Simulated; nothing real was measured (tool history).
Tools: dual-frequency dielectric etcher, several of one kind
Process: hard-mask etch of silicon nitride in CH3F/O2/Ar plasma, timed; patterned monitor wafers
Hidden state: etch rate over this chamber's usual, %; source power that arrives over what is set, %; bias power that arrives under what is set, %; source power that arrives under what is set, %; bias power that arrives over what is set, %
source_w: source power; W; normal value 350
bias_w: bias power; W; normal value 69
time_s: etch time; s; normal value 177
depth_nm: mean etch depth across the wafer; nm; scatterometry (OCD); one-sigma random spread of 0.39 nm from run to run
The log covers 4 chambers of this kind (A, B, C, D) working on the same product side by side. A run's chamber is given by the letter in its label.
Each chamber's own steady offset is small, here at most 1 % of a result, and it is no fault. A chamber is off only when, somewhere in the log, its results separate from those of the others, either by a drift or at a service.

| run | hour | source_w | bias_w | time_s | hours since the last wet clean | hours since the last source power generator calibration | hours since the last bias power generator calibration | read-back reference wafer on the same gauge, depth_nm | depth_nm |
|---|---|---|---|---|---|---|---|---|---|
| 1A | 7.2 | 350 | 69 | 177 | 59.5 | 643.2 | 2257.3 | 124.03 | 115.72 |
| 2B | 12 | 350 | 69 | 177 | 443.7 | 1285.7 | 3298.6 | 124.03 | 116.63 |
| 3C | 17.7 | 350 | 69 | 177 | 483.7 | 247.5 | 3933.6 | 123.93 | 115.75 |
| 4D | 22.8 | 350 | 69 | 177 | 378.3 | 3733 | 1069.1 | 123.97 | 116.54 |
| 5D | 27.2 | 350 | 69 | 177 | 382.7 | 3737.4 | 1073.5 | 124.09 | 115.77 |
| 6A | 33.4 | 390 | 58 | 177 | 85.7 | 669.4 | 2283.5 | 124.02 | 114.5 |
|  | 37.3 | chamber B: wet clean of the chamber |
| 7C | 38.1 | 390 | 58 | 177 | 504.1 | 267.9 | 3954 | 124.04 | 113.92 |
| 8B | 43.1 | 390 | 58 | 177 | 5.8 | 1316.8 | 3329.7 | 123.98 | 114.72 |
| 9D | 47.4 | 390 | 58 | 177 | 402.9 | 3757.6 | 1093.7 | 124.06 | 114.87 |
| 10C | 53.2 | 350 | 69 | 177 | 519.2 | 283 | 3969.1 | 123.94 | 116.13 |
| 11B | 56.5 | 400 | 55 | 177 | 19.2 | 1330.2 | 3343.1 | 124.05 | 112.33 |
| 12A | 63.1 | 400 | 55 | 177 | 115.4 | 699.1 | 2313.2 | 123.92 | 113.93 |
| 13C | 66.6 | 400 | 55 | 177 | 532.6 | 296.4 | 3982.5 | 124.01 | 113.46 |
| 14A | 71.9 | 400 | 55 | 177 | 124.2 | 707.9 | 2322 | 124 | 113.57 |
| 15B | 77.4 | 350 | 84 | 177 | 40.1 | 1351.1 | 3364 | 123.93 | 124.7 |
| 16D | 83.3 | 350 | 84 | 177 | 438.8 | 3793.5 | 1129.6 | 123.92 | 125.99 |
| 17A | 88.1 | 350 | 84 | 177 | 140.4 | 724.1 | 2338.2 | 123.98 | 124.27 |
| 18D | 95.2 | 350 | 84 | 177 | 450.7 | 3805.4 | 1141.5 | 124.11 | 127.08 |
| 19C | 100.5 | 420 | 69 | 177 | 566.5 | 330.3 | 4016.4 | 124.09 | 124.03 |
| 20B | 107 | 420 | 69 | 177 | 69.7 | 1380.7 | 3393.6 | 124 | 123.78 |
| 21D | 112 | 420 | 69 | 177 | 467.5 | 3822.2 | 1158.3 | 123.97 | 127.83 |
| 22C | 116.9 | 420 | 69 | 177 | 582.9 | 346.7 | 4032.8 | 124.03 | 123.97 |
| 23B | 121.4 | 350 | 69 | 177 | 84.1 | 1395.1 | 3408 | 123.98 | 116.02 |
| 24A | 125.5 | 350 | 69 | 177 | 177.8 | 761.5 | 2375.6 | 124.1 | 115.87 |
| 25C | 132.6 | 350 | 69 | 177 | 598.6 | 362.4 | 4048.5 | 124.01 | 116.34 |
| 26D | 138.1 | 350 | 69 | 177 | 493.6 | 3848.3 | 1184.4 | 124.03 | 120.17 |
| 27A | 141.6 | 350 | 69 | 177 | 193.9 | 777.6 | 2391.7 | 124.07 | 115.07 |
| 28B | 146.3 | 390 | 69 | 177 | 109 | 1420 | 3432.9 | 124 | 121.38 |
| 29C | 150.1 | 390 | 69 | 177 | 616.1 | 379.9 | 4066 | 123.94 | 120.61 |
| 30B | 155.5 | 390 | 69 | 177 | 118.2 | 1429.2 | 3442.1 | 124.05 | 120.34 |
| 31A | 161.1 | 390 | 69 | 177 | 213.4 | 797.1 | 2411.2 | 123.9 | 120.81 |
| 32D | 166.1 | 350 | 69 | 177 | 521.6 | 3876.3 | 1212.4 | 124.01 | 121.11 |
| 33B | 170.1 | 350 | 69 | 177 | 132.8 | 1443.8 | 3456.7 | 124.1 | 115.93 |
| 34C | 175.3 | 410 | 84 | 177 | 641.3 | 405.1 | 4091.2 | 123.97 | 131.26 |
| 35D | 178.8 | 410 | 84 | 177 | 534.3 | 3889 | 1225.1 | 123.98 | 138.61 |
| 36A | 182 | 410 | 84 | 177 | 234.3 | 818 | 2432.1 | 124.06 | 131.69 |
| 37C | 186.3 | 410 | 84 | 177 | 652.3 | 416.1 | 4102.2 | 124.03 | 131.49 |

The same settings go to every chamber for the next run, one line per chamber below. Forecast the results for each:
| 38A | 191.6 | 350 | 69 | 177 |  |  |  |  | ? |
| 38B | 191.6 | 350 | 69 | 177 |  |  |  |  | ? |
| 38C | 191.6 | 350 | 69 | 177 |  |  |  |  | ? |
| 38D | 191.6 | 350 | 69 | 177 |  |  |  |  | ? |

| run | depth_nm |
|---|---|
| 38A | 116.09 |
| 38B | 116.14 |
| 38C | 115.66 |
| 38D | 122.55 |
